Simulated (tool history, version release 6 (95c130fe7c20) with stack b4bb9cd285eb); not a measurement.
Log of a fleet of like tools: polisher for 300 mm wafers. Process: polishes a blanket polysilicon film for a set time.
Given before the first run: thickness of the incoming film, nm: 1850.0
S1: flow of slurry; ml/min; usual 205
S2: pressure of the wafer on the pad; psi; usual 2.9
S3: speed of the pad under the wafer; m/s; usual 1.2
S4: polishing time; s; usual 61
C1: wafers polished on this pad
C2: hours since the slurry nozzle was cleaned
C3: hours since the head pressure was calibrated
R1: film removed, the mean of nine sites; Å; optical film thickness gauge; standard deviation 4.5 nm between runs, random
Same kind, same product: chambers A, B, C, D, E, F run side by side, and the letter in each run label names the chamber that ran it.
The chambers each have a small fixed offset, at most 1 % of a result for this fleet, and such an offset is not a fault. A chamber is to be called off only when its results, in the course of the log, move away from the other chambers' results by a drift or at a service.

| run | day | S1 | S2 | S3 | S4 | C1 | C2 | C3 | R1 |
|---|---|---|---|---|---|---|---|---|---|
|  | 0.038 | chamber D: worn pad replaced by a new one |
| 1D | 0.279 | 205 | 2.9 | 1.2 | 61 | 88 | 31 | 686.1 | 6410.1 |
|  | 0.579 | chamber B: slurry nozzle cleaned |
| 2F | 0.608 | 205 | 2.9 | 1.2 | 61 | 939 | 308.8 | 741 | 6513 |
|  | 0.625 | chamber F: worn pad replaced by a new one |
|  | 0.796 | chamber E: worn pad replaced by a new one |
| 3A | 0.954 | 205 | 2.9 | 1.2 | 61 | 946 | 389.6 | 731.6 | 6418.5 |
| 4C | 1.267 | 205 | 2.9 | 1.2 | 61 | 847 | 122.6 | 457.4 | 6416.3 |
| 5E | 1.529 | 205 | 2.9 | 1.2 | 61 | 269 | 118.4 | 765.1 | 6492.4 |
|  | 1.683 | chamber C: worn pad replaced by a new one |
| 6B | 1.796 | 205 | 2.9 | 1.36 | 61 | 902 | 29.3 | 553.7 | 7387.3 |
| 7F | 1.996 | 205 | 2.9 | 1.36 | 61 | 501 | 342.1 | 774.3 | 7333.9 |
| 8A | 2.371 | 205 | 2.9 | 1.36 | 61 | 1464 | 423.6 | 765.6 | 7194.1 |
|  | 2.446 | chamber A: worn pad replaced by a new one |
| 9C | 2.658 | 205 | 2.9 | 1.36 | 61 | 357 | 156 | 490.8 | 7381.8 |
|  | 2.796 | chamber D: worn pad replaced by a new one |
| 10D | 2.842 | 205 | 2.9 | 1.36 | 61 | 17 | 92.5 | 747.6 | 7165.4 |
|  | 2.967 | chamber B: worn pad replaced by a new one |
|  | 3.112 | chamber F: worn pad replaced by a new one |
| 11B | 3.133 | 205 | 2.9 | 1.36 | 61 | 61 | 61.4 | 585.8 | 7390.1 |
|  | 3.179 | chamber E: worn pad replaced by a new one |
| 12E | 3.404 | 205 | 2.9 | 1.2 | 61 | 83 | 163.4 | 810.1 | 6483.3 |
| 13A | 3.642 | 205 | 2.9 | 1.2 | 61 | 437 | 454.1 | 796.1 | 6394.6 |
|  | 3.85 | chamber F: head pressure recalibrated |
|  | 3.892 | chamber C: worn pad replaced by a new one |
| 14C | 3.958 | 205 | 2.9 | 1.2 | 61 | 24 | 187.2 | 522 | 6481 |
| 15F | 4.171 | 170 | 2.9 | 1.2 | 61 | 387 | 394.3 | 7.8 | 6257.6 |
| 16B | 4.475 | 170 | 2.9 | 1.2 | 61 | 551 | 93.6 | 618 | 6354.7 |
| 17E | 4.858 | 170 | 2.9 | 1.2 | 61 | 615 | 198.3 | 845 | 6403.6 |
| 18D | 5.133 | 170 | 2.9 | 1.2 | 61 | 854 | 147.5 | 802.6 | 6207.8 |
|  | 5.196 | chamber D: worn pad replaced by a new one |
|  | 5.288 | chamber E: worn pad replaced by a new one |
| 19C | 5.379 | 170 | 2.9 | 1.2 | 61 | 544 | 221.3 | 556.1 | 6256.9 |
| 20B | 5.567 | 170 | 2.9 | 1.2 | 61 | 950 | 119.8 | 644.2 | 6216.9 |
|  | 5.779 | chamber F: worn pad replaced by a new one |
|  | 5.779 | chamber A: worn pad replaced by a new one |
| 21D | 5.858 | 205 | 2.9 | 1.2 | 61 | 243 | 164.9 | 820 | 6318.4 |
| 22E | 6.175 | 205 | 2.9 | 1.2 | 61 | 325 | 229.9 | 876.6 | 6646.2 |
|  | 6.233 | chamber C: worn pad replaced by a new one |
| 23F | 6.525 | 205 | 2.9 | 1.2 | 61 | 273 | 450.8 | 64.3 | 6537.4 |
| 24A | 6.908 | 205 | 2.9 | 1.2 | 61 | 413 | 532.5 | 874.5 | 6441.3 |
|  | 7.017 | chamber B: worn pad replaced by a new one |
| 25F | 7.154 | 205 | 2.9 | 1.2 | 61 | 503 | 465.9 | 79.4 | 6506.7 |
|  | 7.383 | chamber D: worn pad replaced by a new one |
| 26B | 7.575 | 270 | 2.9 | 1.2 | 48 | 204 | 168 | 692.4 | 5303.9 |
|  | 7.783 | chamber E: worn pad replaced by a new one |
| 27A | 7.958 | 270 | 2.9 | 1.2 | 48 | 796 | 557.7 | 899.7 | 5202.3 |
|  | 8.175 | chamber F: worn pad replaced by a new one |
| 28E | 8.283 | 270 | 2.9 | 1.2 | 48 | 183 | 280.5 | 927.2 | 5420.4 |
| 29D | 8.512 | 270 | 2.9 | 1.2 | 48 | 414 | 228.6 | 883.7 | 5105.6 |
|  | 8.538 | chamber C: worn pad replaced by a new one |
| 30C | 8.846 | 270 | 2.9 | 1.2 | 48 | 114 | 304.5 | 639.3 | 5322.2 |
| 31E | 9.067 | 270 | 2.9 | 1.2 | 48 | 470 | 299.3 | 946 | 5419.1 |
|  | 9.233 | chamber A: worn pad replaced by a new one |
| 32C | 9.446 | 205 | 2.9 | 1.2 | 61 | 333 | 318.9 | 653.7 | 6411 |
|  | 9.558 | chamber D: worn pad replaced by a new one |
| 33D | 9.7 | 235 | 2.9 | 1.2 | 61 | 52 | 257.1 | 912.2 | 6480.9 |
| 34A | 9.921 | 235 | 2.9 | 1.2 | 61 | 251 | 604.8 | 946.8 | 6425.2 |
| 35F | 10.112 | 235 | 2.9 | 1.2 | 61 | 708 | 536.9 | 150.4 | 6529.2 |
|  | 10.404 | chamber E: worn pad replaced by a new one |
| 36B | 10.471 | 235 | 2.9 | 1.2 | 61 | 1263 | 237.5 | 761.9 | 6607.7 |
| 37F | 10.704 | 235 | 2.9 | 1.2 | 61 | 924 | 551.1 | 164.6 | 6577.1 |
| 38B | 11.021 | 235 | 2.9 | 1.2 | 61 | 1464 | 250.7 | 775.1 | 6503.1 |
| 39A | 11.258 | 205 | 2.9 | 1.38 | 44 | 740 | 636.9 | 978.9 | 5288.5 |
|  | 11.325 | chamber C: worn pad replaced by a new one |
| 40D | 11.542 | 205 | 2.9 | 1.38 | 44 | 725 | 301.3 | 956.4 | 5263.1 |
| 41C | 11.896 | 205 | 2.9 | 1.38 | 44 | 209 | 377.7 | 712.5 | 5379.8 |
| 42E | 12.308 | 205 | 2.9 | 1.38 | 44 | 696 | 377.1 | 1023.8 | 5750.5 |

Does one chamber stand apart from the rest, does the shared gauge drift, or is all well apart from small per-chamber offsets? Give the chamber and the most likely cause, where there is one.

One chamber, E, drifts off from the rest bit by bit.
Cause: head's pressure above its setpoint, % = 5.3.

Which of the 4 candidates below, each the usual settings with something changed and its results left as question marks, puts chamber E back in line with what the other chambers give on the usual settings?
Maximum distance from the other chambers' mean on the usual settings for a result to count as in line: R1 160 Å
| 43E-1 | 12.608 | 205 | 3 | 1.2 | 63 |  |  |  | ? |
| 43E-2 | 12.608 | 205 | 2.9 | 1.2 | 58 |  |  |  | ? |
| 43E-3 | 12.608 | 205 | 2.9 | 1.22 | 61 |  |  |  | ? |
| 43E-4 | 12.608 | 205 | 2.9 | 1.18 | 61 |  |  |  | ? |

What the other chambers average on the usual settings: R1 6428.4 Å
| run | R1 |
|---|---|
| 43E-1 | 7292.1 |
| 43E-2 | 6486.9 |
| 43E-3 | 6937.8 |
| 43E-4 | 6707 |
43E-2 puts the chamber back in line with the other chambers.
